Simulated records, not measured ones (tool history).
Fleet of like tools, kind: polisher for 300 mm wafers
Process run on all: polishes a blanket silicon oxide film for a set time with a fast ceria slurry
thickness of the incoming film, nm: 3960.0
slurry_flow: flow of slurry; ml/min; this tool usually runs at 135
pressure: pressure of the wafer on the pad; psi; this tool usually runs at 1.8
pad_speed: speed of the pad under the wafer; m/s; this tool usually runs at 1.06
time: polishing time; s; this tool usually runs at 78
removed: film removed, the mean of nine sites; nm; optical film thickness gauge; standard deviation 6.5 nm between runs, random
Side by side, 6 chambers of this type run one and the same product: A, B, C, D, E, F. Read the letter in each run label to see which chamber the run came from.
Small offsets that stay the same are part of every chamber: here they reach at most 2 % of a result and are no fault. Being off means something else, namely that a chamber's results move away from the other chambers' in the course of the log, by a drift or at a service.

{"day": 0.004, "done": "chamber E: head pressure recalibrated"}
{"run": "1C", "day": 0.35, "slurry_flow": 135, "pressure": 1.8, "pad_speed": 1.06, "time": 78, "removed": 950.31}
{"run": "2E", "day": 0.729, "slurry_flow": 135, "pressure": 1.8, "pad_speed": 1.06, "time": 78, "removed": 935.85}
{"day": 0.767, "done": "chamber D: slurry nozzle cleaned"}
{"day": 1.092, "done": "chamber D: worn pad replaced by a new one"}
{"run": "3F", "day": 1.154, "slurry_flow": 135, "pressure": 1.8, "pad_speed": 1.06, "time": 78, "removed": 936.3}
{"run": "4A", "day": 1.429, "slurry_flow": 135, "pressure": 1.8, "pad_speed": 1.06, "time": 78, "removed": 941.79}
{"day": 1.504, "done": "chamber C: worn pad replaced by a new one"}
{"day": 1.667, "done": "chamber E: worn pad replaced by a new one"}
{"run": "5B", "day": 1.742, "slurry_flow": 135, "pressure": 1.8, "pad_speed": 1.06, "time": 78, "removed": 928.11}
{"run": "6D", "day": 2.121, "slurry_flow": 135, "pressure": 1.8, "pad_speed": 1.06, "time": 78, "removed": 915.15}
{"day": 2.454, "done": "chamber C: head pressure recalibrated"}
{"run": "7B", "day": 2.533, "slurry_flow": 135, "pressure": 1.8, "pad_speed": 1.06, "time": 78, "removed": 942.65}
{"day": 2.717, "done": "chamber B: worn pad replaced by a new one"}
{"run": "8A", "day": 3.021, "slurry_flow": 135, "pressure": 1.8, "pad_speed": 1.26, "time": 78, "removed": 1127.3}
{"day": 3.038, "done": "chamber A: worn pad replaced by a new one"}
{"day": 3.096, "done": "chamber B: head pressure recalibrated"}
{"run": "9F", "day": 3.5, "slurry_flow": 135, "pressure": 1.8, "pad_speed": 1.26, "time": 78, "removed": 1123.7}
{"run": "10E", "day": 3.733, "slurry_flow": 135, "pressure": 1.8, "pad_speed": 1.26, "time": 78, "removed": 1119.1}
{"run": "11C", "day": 4.221, "slurry_flow": 135, "pressure": 1.8, "pad_speed": 1.26, "time": 78, "removed": 1108.1}
{"run": "12D", "day": 4.708, "slurry_flow": 135, "pressure": 1.8, "pad_speed": 1.26, "time": 78, "removed": 1094.3}
{"day": 4.929, "done": "chamber F: worn pad replaced by a new one"}
{"run": "13F", "day": 4.946, "slurry_flow": 135, "pressure": 1.8, "pad_speed": 1.26, "time": 78, "removed": 1118.2}
{"day": 4.958, "done": "chamber C: worn pad replaced by a new one"}
{"day": 5.208, "done": "chamber E: worn pad replaced by a new one"}
{"run": "14D", "day": 5.296, "slurry_flow": 135, "pressure": 1.8, "pad_speed": 1.06, "time": 78, "removed": 918.39}
{"run": "15B", "day": 5.612, "slurry_flow": 135, "pressure": 1.8, "pad_speed": 1.06, "time": 78, "removed": 940.17}
{"run": "16A", "day": 5.979, "slurry_flow": 135, "pressure": 1.8, "pad_speed": 1.06, "time": 78, "removed": 942.11}
{"run": "17C", "day": 6.408, "slurry_flow": 135, "pressure": 1.8, "pad_speed": 1.06, "time": 78, "removed": 949.2}
{"day": 6.479, "done": "chamber E: slurry nozzle cleaned"}
{"run": "18E", "day": 6.775, "slurry_flow": 135, "pressure": 1.3, "pad_speed": 1.06, "time": 78, "removed": 673.29}
{"day": 7.025, "done": "chamber D: worn pad replaced by a new one"}
{"run": "19F", "day": 7.104, "slurry_flow": 135, "pressure": 1.3, "pad_speed": 1.06, "time": 78, "removed": 679.81}
{"run": "20C", "day": 7.562, "slurry_flow": 135, "pressure": 1.3, "pad_speed": 1.06, "time": 78, "removed": 679.26}
{"run": "21A", "day": 7.8, "slurry_flow": 135, "pressure": 1.3, "pad_speed": 1.06, "time": 78, "removed": 688.79}
{"day": 8.062, "done": "chamber A: slurry nozzle cleaned"}
{"day": 8.079, "done": "chamber A: worn pad replaced by a new one"}
{"run": "22B", "day": 8.129, "slurry_flow": 135, "pressure": 1.3, "pad_speed": 1.06, "time": 78, "removed": 675.4}
{"run": "23D", "day": 8.571, "slurry_flow": 135, "pressure": 1.3, "pad_speed": 1.06, "time": 78, "removed": 663.74}
{"run": "24E", "day": 8.858, "slurry_flow": 135, "pressure": 1.8, "pad_speed": 1.06, "time": 78, "removed": 933.12}
{"day": 8.867, "done": "chamber C: worn pad replaced by a new one"}
{"day": 9.083, "done": "chamber E: worn pad replaced by a new one"}
{"run": "25F", "day": 9.154, "slurry_flow": 135, "pressure": 1.8, "pad_speed": 1.06, "time": 78, "removed": 939.06}
{"run": "26D", "day": 9.4, "slurry_flow": 135, "pressure": 1.8, "pad_speed": 1.06, "time": 78, "removed": 918.79}
{"run": "27C", "day": 9.7, "slurry_flow": 135, "pressure": 1.8, "pad_speed": 1.06, "time": 78, "removed": 940.37}
{"day": 9.812, "done": "chamber D: head pressure recalibrated"}
{"run": "28B", "day": 10.092, "slurry_flow": 135, "pressure": 1.8, "pad_speed": 1.06, "time": 78, "removed": 940.77}
{"run": "29E", "day": 10.504, "slurry_flow": 135, "pressure": 1.8, "pad_speed": 1.06, "time": 78, "removed": 919.23}
{"day": 10.75, "done": "chamber F: slurry nozzle cleaned"}
{"day": 10.908, "done": "chamber B: worn pad replaced by a new one"}
{"run": "30A", "day": 10.962, "slurry_flow": 135, "pressure": 1.5, "pad_speed": 1.06, "time": 78, "removed": 781.79}
{"run": "31A", "day": 11.396, "slurry_flow": 135, "pressure": 1.5, "pad_speed": 1.06, "time": 78, "removed": 790.34}
{"run": "32B", "day": 11.896, "slurry_flow": 135, "pressure": 1.5, "pad_speed": 1.06, "time": 78, "removed": 780.56}
{"day": 11.942, "done": "chamber D: worn pad replaced by a new one"}
{"run": "33D", "day": 12.167, "slurry_flow": 135, "pressure": 1.5, "pad_speed": 1.06, "time": 78, "removed": 766.91}
{"run": "34E", "day": 12.554, "slurry_flow": 135, "pressure": 1.5, "pad_speed": 1.06, "time": 78, "removed": 782.41}
{"day": 12.562, "done": "chamber E: worn pad replaced by a new one"}
{"day": 12.588, "done": "chamber C: worn pad replaced by a new one"}
{"day": 12.588, "done": "chamber A: worn pad replaced by a new one"}
{"run": "35F", "day": 12.938, "slurry_flow": 135, "pressure": 1.5, "pad_speed": 1.06, "time": 78, "removed": 782.75}
{"run": "36C", "day": 13.25, "slurry_flow": 135, "pressure": 1.8, "pad_speed": 1.06, "time": 78, "removed": 936.79}
{"run": "37F", "day": 13.479, "slurry_flow": 135, "pressure": 1.8, "pad_speed": 1.06, "time": 78, "removed": 932.64}
{"day": 13.621, "done": "chamber C: head pressure recalibrated"}
{"run": "38C", "day": 13.908, "slurry_flow": 135, "pressure": 1.8, "pad_speed": 1.06, "time": 78, "removed": 942.34}
{"day": 14.212, "done": "chamber A: head pressure recalibrated"}
{"run": "39D", "day": 14.292, "slurry_flow": 135, "pressure": 1.8, "pad_speed": 1.06, "time": 78, "removed": 920.97}
{"run": "40B", "day": 14.508, "slurry_flow": 135, "pressure": 1.8, "pad_speed": 1.06, "time": 78, "removed": 938.33}
{"run": "41A", "day": 14.933, "slurry_flow": 135, "pressure": 1.8, "pad_speed": 1.06, "time": 78, "removed": 946.14}
{"run": "42E", "day": 15.317, "slurry_flow": 135, "pressure": 1.6, "pad_speed": 1.06, "time": 78, "removed": 824.76}
{"run": "43E", "day": 15.567, "slurry_flow": 135, "pressure": 1.6, "pad_speed": 1.06, "time": 78, "removed": 840.75}
{"run": "44A", "day": 16.004, "slurry_flow": 135, "pressure": 1.6, "pad_speed": 1.06, "time": 78, "removed": 832.61}

Is one chamber off against the others, does the gauge drift, or is nothing wrong? If a chamber is off, say which, and what the likeliest cause is.

Neither any chamber nor the gauge drifts; the chambers differ only by their own small, steady offsets.
